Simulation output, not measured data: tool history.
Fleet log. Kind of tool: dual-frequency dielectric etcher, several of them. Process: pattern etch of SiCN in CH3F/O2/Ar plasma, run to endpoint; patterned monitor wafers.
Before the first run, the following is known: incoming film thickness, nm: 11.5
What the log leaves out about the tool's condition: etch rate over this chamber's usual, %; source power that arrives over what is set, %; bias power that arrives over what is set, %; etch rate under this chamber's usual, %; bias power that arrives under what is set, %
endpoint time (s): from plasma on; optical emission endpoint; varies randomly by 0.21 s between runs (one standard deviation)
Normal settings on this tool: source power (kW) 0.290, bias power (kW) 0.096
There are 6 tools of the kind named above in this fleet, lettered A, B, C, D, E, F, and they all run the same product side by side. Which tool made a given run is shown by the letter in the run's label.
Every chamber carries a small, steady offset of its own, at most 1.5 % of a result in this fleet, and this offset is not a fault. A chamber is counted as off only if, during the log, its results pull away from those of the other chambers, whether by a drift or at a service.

| run | hour | source power (kW) | bias power (kW) | hours since the last wet clean | hours since the last source power generator calibration | hours since the last bias power generator calibration | endpoint time (s) |
|---|---|---|---|---|---|---|---|
|  | 6.0 | chamber F: source power generator calibrated |
| 1B | 9.1 | 0.290 | 0.096 | 244.2 | 1689.6 | 3071.8 | 31.197 |
| 2F | 15.7 | 0.290 | 0.096 | 333.8 | 9.7 | 2591.4 | 31.675 |
| 3D | 23.2 | 0.290 | 0.096 | 385.1 | 1922.5 | 1322.7 | 31.262 |
| 4E | 27.8 | 0.290 | 0.096 | 312.3 | 4083.8 | 509.4 | 30.932 |
| 5A | 32.8 | 0.290 | 0.096 | 251.4 | 3151.0 | 2601.7 | 31.170 |
| 6C | 42.4 | 0.290 | 0.096 | 411.7 | 3222.0 | 295.1 | 30.959 |
| 7E | 49.6 | 0.290 | 0.096 | 334.1 | 4105.6 | 531.2 | 30.761 |
|  | 50.8 | chamber D: wet clean of the chamber |
| 8D | 54.7 | 0.290 | 0.109 | 3.9 | 1954.0 | 1354.2 | 28.964 |
| 9A | 64.2 | 0.290 | 0.109 | 282.8 | 3182.4 | 2633.1 | 29.452 |
| 10C | 69.5 | 0.290 | 0.109 | 438.8 | 3249.1 | 322.2 | 29.142 |
| 11B | 76.6 | 0.290 | 0.109 | 311.7 | 1757.1 | 3139.3 | 29.866 |
| 12F | 86.8 | 0.290 | 0.109 | 404.9 | 80.8 | 2662.5 | 29.972 |
| 13C | 94.4 | 0.290 | 0.109 | 463.7 | 3274.0 | 347.1 | 29.067 |
| 14A | 98.8 | 0.290 | 0.096 | 317.4 | 3217.0 | 2667.7 | 30.676 |
| 15B | 108.6 | 0.290 | 0.096 | 343.7 | 1789.1 | 3171.3 | 31.281 |
| 16F | 116.5 | 0.290 | 0.096 | 434.6 | 110.5 | 2692.2 | 31.596 |
| 17D | 122.7 | 0.290 | 0.096 | 71.9 | 2022.0 | 1422.2 | 30.843 |
| 18E | 127.6 | 0.290 | 0.096 | 412.1 | 4183.6 | 609.2 | 30.890 |
| 19C | 134.6 | 0.290 | 0.096 | 503.9 | 3314.2 | 387.3 | 30.417 |
| 20F | 141.7 | 0.290 | 0.096 | 459.8 | 135.7 | 2717.4 | 31.258 |
|  | 144.6 | chamber C: wet clean of the chamber |
| 21D | 148.6 | 0.290 | 0.096 | 97.8 | 2047.9 | 1448.1 | 30.823 |
| 22E | 153.4 | 0.290 | 0.096 | 437.9 | 4209.4 | 635.0 | 31.488 |
| 23A | 162.0 | 0.290 | 0.096 | 380.6 | 3280.2 | 2730.9 | 31.096 |
| 24B | 171.5 | 0.330 | 0.112 | 406.6 | 1852.0 | 3234.2 | 28.083 |
| 25A | 181.0 | 0.330 | 0.112 | 399.6 | 3299.2 | 2749.9 | 27.880 |
| 26B | 189.3 | 0.330 | 0.112 | 424.4 | 1869.8 | 3252.0 | 28.073 |
| 27D | 195.6 | 0.330 | 0.112 | 144.8 | 2094.9 | 1495.1 | 28.036 |
| 28E | 205.3 | 0.330 | 0.112 | 489.8 | 4261.3 | 686.9 | 27.798 |
| 29F | 213.9 | 0.330 | 0.112 | 532.0 | 207.9 | 2789.6 | 27.980 |
| 30C | 222.8 | 0.290 | 0.080 | 78.3 | 3402.4 | 475.5 | 33.102 |
| 31B | 229.4 | 0.290 | 0.080 | 464.5 | 1909.9 | 3292.1 | 33.401 |
| 32D | 236.2 | 0.290 | 0.080 | 185.4 | 2135.5 | 1535.7 | 33.405 |
| 33A | 244.1 | 0.290 | 0.080 | 462.7 | 3362.3 | 2813.0 | 33.048 |
|  | 253.7 | chamber F: wet clean of the chamber |
| 34F | 254.1 | 0.290 | 0.080 | 0.4 | 248.1 | 2829.8 | 33.686 |
| 35C | 260.4 | 0.290 | 0.080 | 115.9 | 3440.0 | 513.1 | 32.897 |
| 36E | 265.8 | 0.290 | 0.096 | 550.3 | 4321.8 | 747.4 | 30.681 |
| 37D | 271.7 | 0.290 | 0.096 | 220.9 | 2171.0 | 1571.2 | 30.993 |
| 38E | 277.3 | 0.290 | 0.096 | 561.8 | 4333.3 | 758.9 | 31.192 |
| 39A | 281.8 | 0.290 | 0.096 | 500.4 | 3400.0 | 2850.7 | 30.601 |
| 40C | 286.4 | 0.290 | 0.096 | 141.9 | 3466.0 | 539.1 | 30.843 |
| 41F | 292.6 | 0.290 | 0.096 | 38.9 | 286.6 | 2868.3 | 31.434 |

For the next run the whole fleet of 6 chambers uses the same settings. Give each chamber's results:
| 42A | 299.8 | 0.290 | 0.096 |  |  |  | ? |
| 42B | 299.8 | 0.290 | 0.096 |  |  |  | ? |
| 42C | 299.8 | 0.290 | 0.096 |  |  |  | ? |
| 42D | 299.8 | 0.290 | 0.096 |  |  |  | ? |
| 42E | 299.8 | 0.290 | 0.096 |  |  |  | ? |
| 42F | 299.8 | 0.290 | 0.096 |  |  |  | ? |

| run | endpoint time (s) |
|---|---|
| 42A | 30.953 |
| 42B | 31.385 |
| 42C | 30.560 |
| 42D | 31.209 |
| 42E | 30.983 |
| 42F | 31.387 |
